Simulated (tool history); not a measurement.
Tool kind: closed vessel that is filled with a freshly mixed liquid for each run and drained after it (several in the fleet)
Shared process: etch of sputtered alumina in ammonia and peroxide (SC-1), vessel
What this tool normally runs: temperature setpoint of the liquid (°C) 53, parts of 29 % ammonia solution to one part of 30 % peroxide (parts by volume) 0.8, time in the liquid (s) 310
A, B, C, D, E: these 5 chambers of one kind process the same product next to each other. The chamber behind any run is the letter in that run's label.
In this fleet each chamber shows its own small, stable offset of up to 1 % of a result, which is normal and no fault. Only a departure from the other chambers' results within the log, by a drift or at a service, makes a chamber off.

| run | hour | temperature setpoint of the liquid (°C) | parts of 29 % ammonia solution to one part of 30 % peroxide (parts by volume) | time in the liquid (s) | read-back film thickness of the sputtered alumina reference wafer, read on the same gauge (nm) | thickness taken off the sputtered alumina on a monitor wafer (Å) |
|---|---|---|---|---|---|---|
| 1E | 8.7 | 53 | 0.8 | 310 | 49.963 | 164.35 |
|  | 8.8 | chamber C: new drum of ammonia solution connected |
|  | 21.3 | chamber A: new drum of ammonia solution connected |
| 2C | 22.4 | 53 | 0.8 | 310 | 50.015 | 162.64 |
| 3A | 34.5 | 53 | 0.8 | 310 | 49.991 | 164.61 |
| 4D | 41.5 | 53 | 0.8 | 310 | 50.01 | 163.97 |
| 5B | 53.8 | 53 | 0.8 | 310 | 49.995 | 162.19 |
|  | 55.3 | chamber C: ammonia flow meter replaced |
| 6D | 65.4 | 53 | 0.8 | 310 | 50.026 | 164.85 |
| 7A | 78.4 | 53 | 0.8 | 310 | 49.976 | 163.25 |
| 8B | 85.3 | 53 | 0.8 | 310 | 50.034 | 164.06 |
| 9E | 95.2 | 57.5 | 0.55 | 310 | 50.032 | 199.19 |
| 10C | 106.9 | 57.5 | 0.55 | 310 | 49.988 | 200.8 |
| 11E | 119.5 | 57.5 | 0.55 | 310 | 49.968 | 200.04 |
|  | 126.7 | chamber E: new drum of ammonia solution connected |
| 12D | 132 | 57.5 | 0.55 | 310 | 49.994 | 200.11 |
| 13B | 141.4 | 57.5 | 0.55 | 310 | 50.022 | 199.13 |
|  | 141.9 | chamber D: new drum of ammonia solution connected |
| 14A | 148.8 | 53 | 0.8 | 310 | 49.956 | 164.77 |
| 15C | 159.5 | 53 | 0.8 | 310 | 50.006 | 163.49 |
| 16A | 170 | 53 | 0.8 | 310 | 49.966 | 163.63 |
|  | 174.8 | chamber B: thermometer replaced |
| 17C | 180.3 | 53 | 0.8 | 310 | 49.977 | 165.44 |
| 18D | 187.1 | 53 | 0.8 | 310 | 50.012 | 165.93 |
| 19B | 194.3 | 53 | 0.8 | 310 | 50.039 | 162.48 |
| 20E | 204.3 | 53 | 0.8 | 310 | 50.015 | 162.5 |
| 21B | 217.9 | 53 | 0.8 | 310 | 49.987 | 163.74 |
|  | 228.9 | chamber D: ammonia flow meter replaced |
| 22E | 229.5 | 53 | 0.8 | 165 | 50.06 | 87.498 |
| 23D | 238.8 | 53 | 0.8 | 165 | 50.01 | 89.013 |
| 24C | 249.8 | 53 | 0.8 | 165 | 49.985 | 85.925 |
| 25A | 262.6 | 53 | 0.8 | 165 | 50.029 | 89.145 |
| 26E | 273.7 | 53 | 0.8 | 165 | 50.005 | 85.385 |
| 27C | 285.5 | 53 | 0.8 | 310 | 49.998 | 163.28 |
| 28A | 295.5 | 53 | 0.8 | 310 | 49.989 | 171.85 |
| 29B | 307.9 | 53 | 0.8 | 310 | 49.961 | 164.41 |
|  | 310.8 | chamber E: new drum of ammonia solution connected |
| 30D | 316.5 | 53 | 0.8 | 310 | 49.967 | 166.79 |
|  | 322.1 | chamber B: ammonia flow meter replaced |
|  | 322.4 | chamber E: ammonia flow meter replaced |
| 31C | 324.5 | 53 | 0.8 | 310 | 50.014 | 165.14 |
| 32A | 331.2 | 53 | 0.8 | 310 | 49.998 | 171.11 |
| 33D | 338.4 | 53 | 0.8 | 310 | 50.021 | 164.73 |
| 34E | 350.5 | 61 | 0.8 | 410 | 50.028 | 331.92 |
| 35B | 357.8 | 61 | 0.8 | 410 | 50.03 | 332.35 |
| 36C | 369.6 | 61 | 0.8 | 410 | 49.966 | 326.64 |
| 37E | 382.7 | 61 | 0.8 | 410 | 50.005 | 330.54 |
| 38A | 392.4 | 61 | 0.8 | 410 | 50.033 | 346.15 |
| 39D | 398.5 | 53 | 0.65 | 310 | 50.008 | 161.21 |
| 40B | 411.9 | 53 | 0.65 | 310 | 50.048 | 160.65 |
| 41A | 423 | 53 | 0.65 | 310 | 50.003 | 174.08 |
| 42D | 430 | 53 | 0.65 | 310 | 50.055 | 159.9 |
| 43B | 438.7 | 53 | 0.65 | 310 | 49.999 | 159.63 |

What goes on in this fleet: one chamber off, a drifting gauge, or nothing beyond the chambers' own small offsets? Name the chamber and the cause, if any.

It is chamber A that slowly wanders off from its peers.
Likeliest cause: liquid hotter than its thermometer reads (K) = 1.71.

Here are 4 candidates for chamber A's next run, each the usual settings with a change, their results left as question marks. Which one brings its results back in line with what the others give on the usual settings?
A result is in line if it is within this distance of the other chambers' mean on the usual settings: thickness taken off the sputtered alumina on a monitor wafer (Å) 4.4
| 44A-1 | 448.4 | 52.5 | 0.8 | 305 |  | ? |
| 44A-2 | 448.4 | 53 | 0.8 | 280 |  | ? |
| 44A-3 | 448.4 | 54 | 0.8 | 325 |  | ? |
| 44A-4 | 448.4 | 54 | 0.8 | 310 |  | ? |

On the usual settings, the other chambers give on average: thickness taken off the sputtered alumina on a monitor wafer (Å) 163.83
| run | thickness taken off the sputtered alumina on a monitor wafer (Å) |
|---|---|
| 44A-1 | 171.86 |
| 44A-2 | 162.04 |
| 44A-3 | 198.11 |
| 44A-4 | 188.97 |
With 44A-2, the chamber falls back in line with the rest.
